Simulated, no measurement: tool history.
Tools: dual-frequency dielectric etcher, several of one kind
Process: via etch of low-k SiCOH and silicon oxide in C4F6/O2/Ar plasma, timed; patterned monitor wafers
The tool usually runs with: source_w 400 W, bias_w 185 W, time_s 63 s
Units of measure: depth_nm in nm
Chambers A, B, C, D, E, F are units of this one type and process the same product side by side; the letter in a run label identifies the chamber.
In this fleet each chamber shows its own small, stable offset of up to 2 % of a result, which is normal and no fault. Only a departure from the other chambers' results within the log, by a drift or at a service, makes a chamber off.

| run | day | source_w | bias_w | time_s | read-back reference wafer on the same gauge, depth_nm | depth_nm |
|---|---|---|---|---|---|---|
| 1A | 0.329 | 400 | 185 | 63 | 159.91 | 175.28 |
| 2B | 0.542 | 400 | 185 | 63 | 159.87 | 176.3 |
| 3C | 0.85 | 400 | 185 | 63 | 159.97 | 173.34 |
| 4F | 1.1 | 400 | 185 | 63 | 160.03 | 177.21 |
|  | 1.346 | chamber A: source power generator calibrated |
| 5E | 1.383 | 400 | 185 | 63 | 159.84 | 177.35 |
| 6D | 1.65 | 400 | 185 | 63 | 159.9 | 176.47 |
| 7B | 1.933 | 400 | 185 | 63 | 160.27 | 176.41 |
| 8A | 2.221 | 400 | 185 | 63 | 160.01 | 175.04 |
| 9D | 2.375 | 400 | 185 | 63 | 159.94 | 174.75 |
| 10F | 2.642 | 400 | 141 | 74 | 160.12 | 190.82 |
| 11E | 2.921 | 400 | 141 | 74 | 160.09 | 193.23 |
| 12C | 3.196 | 400 | 141 | 74 | 160.08 | 188.04 |
| 13F | 3.35 | 400 | 141 | 74 | 160.21 | 192.18 |
| 14B | 3.529 | 400 | 141 | 74 | 159.8 | 189.91 |
|  | 3.625 | chamber D: wet clean of the chamber |
| 15E | 3.679 | 400 | 141 | 74 | 160 | 191.5 |
| 16A | 3.888 | 400 | 185 | 63 | 160.03 | 177.52 |
| 17C | 4.058 | 400 | 185 | 63 | 160.16 | 172.85 |
| 18D | 4.354 | 400 | 185 | 63 | 159.96 | 185.42 |
| 19E | 4.592 | 400 | 185 | 63 | 160.07 | 176.15 |
| 20B | 4.821 | 310 | 185 | 63 | 160.16 | 160.45 |
| 21C | 5 | 310 | 185 | 63 | 159.88 | 155.22 |
| 22F | 5.292 | 310 | 185 | 63 | 159.68 | 158.86 |
| 23A | 5.6 | 310 | 185 | 63 | 160.21 | 158.86 |
| 24D | 5.762 | 310 | 185 | 63 | 160.19 | 169.71 |
| 25F | 5.917 | 310 | 185 | 63 | 160.3 | 160.34 |
| 26B | 6.192 | 400 | 185 | 63 | 160.3 | 176.08 |
| 27D | 6.442 | 400 | 171 | 48.5 | 160.07 | 138.91 |
| 28E | 6.725 | 400 | 171 | 48.5 | 160.21 | 132.94 |
| 29A | 6.95 | 400 | 171 | 48.5 | 160 | 131.5 |
| 30C | 7.117 | 400 | 171 | 48.5 | 159.91 | 131.23 |
| 31D | 7.3 | 400 | 171 | 48.5 | 160.08 | 140.25 |
| 32E | 7.625 | 400 | 171 | 48.5 | 160.22 | 134.13 |
| 33C | 7.858 | 400 | 185 | 63 | 160.11 | 173.8 |
| 34A | 8.171 | 400 | 185 | 63 | 159.97 | 174.78 |
| 35B | 8.488 | 400 | 185 | 63 | 159.95 | 177 |
| 36F | 8.658 | 400 | 185 | 63 | 160.01 | 176.61 |
| 37D | 8.925 | 400 | 185 | 63 | 160.13 | 184.12 |
| 38B | 9.238 | 400 | 185 | 63 | 160.2 | 177.01 |
| 39A | 9.517 | 400 | 185 | 63 | 160.15 | 175.34 |

Read the log: is a single chamber off, either drifting away or since a service, is the gauge that measures every chamber drifting, or is nothing wrong beyond small per-chamber offsets? Name any odd chamber and what most likely caused it.

The work done on chamber D during a service left it standing apart from the others.
Cause: etch rate over this chamber's usual, % = 4.39.

Chamber D could run next with any of the 4 candidate recipes listed below; each alters the usual settings, and their results appear as question marks. Which one brings its results back in line with what the other chambers deliver on the usual settings?
A result is in line if it is within this distance of the other chambers' mean on the usual settings: depth_nm 3.9 nm
| 40D-1 | 9.758 | 400 | 187 | 66 |  | ? |
| 40D-2 | 9.758 | 390 | 185 | 60 |  | ? |
| 40D-3 | 9.758 | 400 | 129 | 63 |  | ? |
| 40D-4 | 9.758 | 400 | 189 | 69.5 |  | ? |

On the usual settings, the other chambers give on average: depth_nm 176.02 nm
| run | depth_nm |
|---|---|
| 40D-1 | 194.69 |
| 40D-2 | 174.66 |
| 40D-3 | 166.03 |
| 40D-4 | 205.71 |
With 40D-2, the chamber falls back in line with the rest.
